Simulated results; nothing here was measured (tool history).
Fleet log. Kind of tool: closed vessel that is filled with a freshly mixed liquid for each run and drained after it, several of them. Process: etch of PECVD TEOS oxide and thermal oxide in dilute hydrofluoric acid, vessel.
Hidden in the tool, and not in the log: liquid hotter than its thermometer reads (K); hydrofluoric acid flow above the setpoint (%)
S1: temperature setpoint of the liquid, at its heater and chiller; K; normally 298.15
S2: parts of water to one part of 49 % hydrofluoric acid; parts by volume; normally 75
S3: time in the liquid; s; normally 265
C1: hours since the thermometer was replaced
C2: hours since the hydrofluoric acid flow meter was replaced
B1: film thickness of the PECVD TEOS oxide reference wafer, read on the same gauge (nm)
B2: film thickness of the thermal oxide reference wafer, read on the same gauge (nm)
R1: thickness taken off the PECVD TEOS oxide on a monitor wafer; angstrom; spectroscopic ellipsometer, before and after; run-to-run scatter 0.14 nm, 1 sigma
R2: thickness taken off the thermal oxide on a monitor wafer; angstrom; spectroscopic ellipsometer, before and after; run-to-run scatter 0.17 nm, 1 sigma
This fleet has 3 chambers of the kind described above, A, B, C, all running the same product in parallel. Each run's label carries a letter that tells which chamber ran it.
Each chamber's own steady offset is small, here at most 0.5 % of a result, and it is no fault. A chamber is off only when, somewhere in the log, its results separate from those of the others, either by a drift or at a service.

run   hour      S1   S2   S3      C1     C2      B1       B2       R1      R2
 1A    4.9  298.15   75  265   954.9  376.0  49.990  100.000   393.99  179.69
 2C    8.7  298.15   75  265  2532.2  378.1  50.001  100.020   394.18  177.63
 3B   14.6  298.15   75  265   492.5  249.9  50.047   99.988   397.61  177.05
 4B   19.6  298.15   75  265   497.5  254.9  49.995  100.000   395.49  179.41
 5A   26.7  298.15   75  265   976.7  397.8  49.993  100.010   396.41  181.40
 6C   30.6  298.15   75  265  2554.1  400.0  49.968  100.000   395.95  178.67
 7B   36.6  298.15   75  265   514.5  271.9  50.021   99.991   397.28  182.82
 8C   41.4  298.15   75  265  2564.9  410.8  50.014   99.999   396.72  181.13
 9A   47.5  298.15   75  265   997.5  418.6  50.009  100.000   394.65  182.89
10B   51.7  294.65   75  265   529.6  287.0  49.985   99.991   346.39  154.14
11C   57.7  294.65   75  265  2581.2  427.1  49.996  100.010   342.11  157.57
12A   64.4  294.65   75  265  1014.4  435.5  50.000  100.000   339.22  156.00
13B   70.1  298.15   40  365   548.0  305.4  50.019  100.000  1078.40  496.50
14C   74.2  298.15   40  365  2597.7  443.6  50.010  100.010  1063.30  486.79
15A   78.8  298.15   40  365  1028.8  449.9  50.001  100.020  1076.00  486.98
16A   85.8  298.15   75  265  1035.8  456.9  49.996   99.980   395.59  178.64
17B   89.5  298.15   75  265   567.4  324.8  49.992  100.010   401.34  183.03
18C   94.8  298.15   75  265  2618.3  464.2  50.001   99.987   394.74  183.29
19A   99.5  298.15   75  265  1049.5  470.6  50.007  100.020   392.96  181.36
20B  105.5  298.15   75  265   583.4  340.8  49.982   99.988   406.89  185.83
21C  108.7  298.15   75  265  2632.2  478.1  50.003  100.000   396.79  179.32
22B  112.5  298.15   75  265   590.4  347.8  50.014  100.010   404.73  187.12
     113.7  -- chamber C: thermometer replaced
     117.7  -- chamber A: hydrofluoric acid flow meter replaced
23A  119.5  295.65  100  265  1069.5    1.8  50.003   99.997   259.50  120.16
     121.6  -- chamber B: thermometer replaced
24C  125.7  295.65  100  265    12.1  495.1  50.009  100.020   262.00  118.79
25C  130.0  295.65  100  265    16.4  499.4  50.009  100.010   260.14  118.81
26B  135.3  298.15   75  265    13.8  370.6  50.020   99.997   408.52  187.76
27A  138.9  298.15   75  265  1088.9   21.2  50.016   99.986   394.40  179.08
28C  143.5  298.15   75  265    29.9  512.9  49.987  100.000   397.43  180.52
29B  150.3  302.65   75  265    28.8  385.6  50.004   99.997   490.90  222.25
30A  155.6  302.65   75  265  1105.6   37.9  49.997   99.978   470.36  216.65

One chamber off, gauge drift, or nothing amiss beyond the chambers' own small offsets? If it is a chamber, which one, and what is the likeliest cause?

One chamber, B, drifts off from the rest bit by bit.
Likeliest cause: hydrofluoric acid flow above the setpoint (%) = 3.9.

Which of the 4 candidates below, each the usual settings with something changed and its results left as question marks, puts chamber B back in line with what the other chambers give on the usual settings?
In line here means within this much of the mean the other chambers give on the usual settings: R1 4.80 angstrom; R2 6.00 angstrom
31B-1  160.8  298.15  75  260                   ?   ?
31B-2  160.8  298.15  75  270                   ?   ?
31B-3  160.8  298.15  75  255                   ?   ?
31B-4  160.8  298.15  75  275                   ?   ?

What the other chambers average on the usual settings: R1 395.32 angstrom; R2 180.51 angstrom
  run      R1      R2
31B-1  404.35  183.85
31B-2  419.90  190.92
31B-3  396.57  180.31
31B-4  427.68  194.46
The right change is 31B-3: it brings the chamber back within the allowed miss of the others.
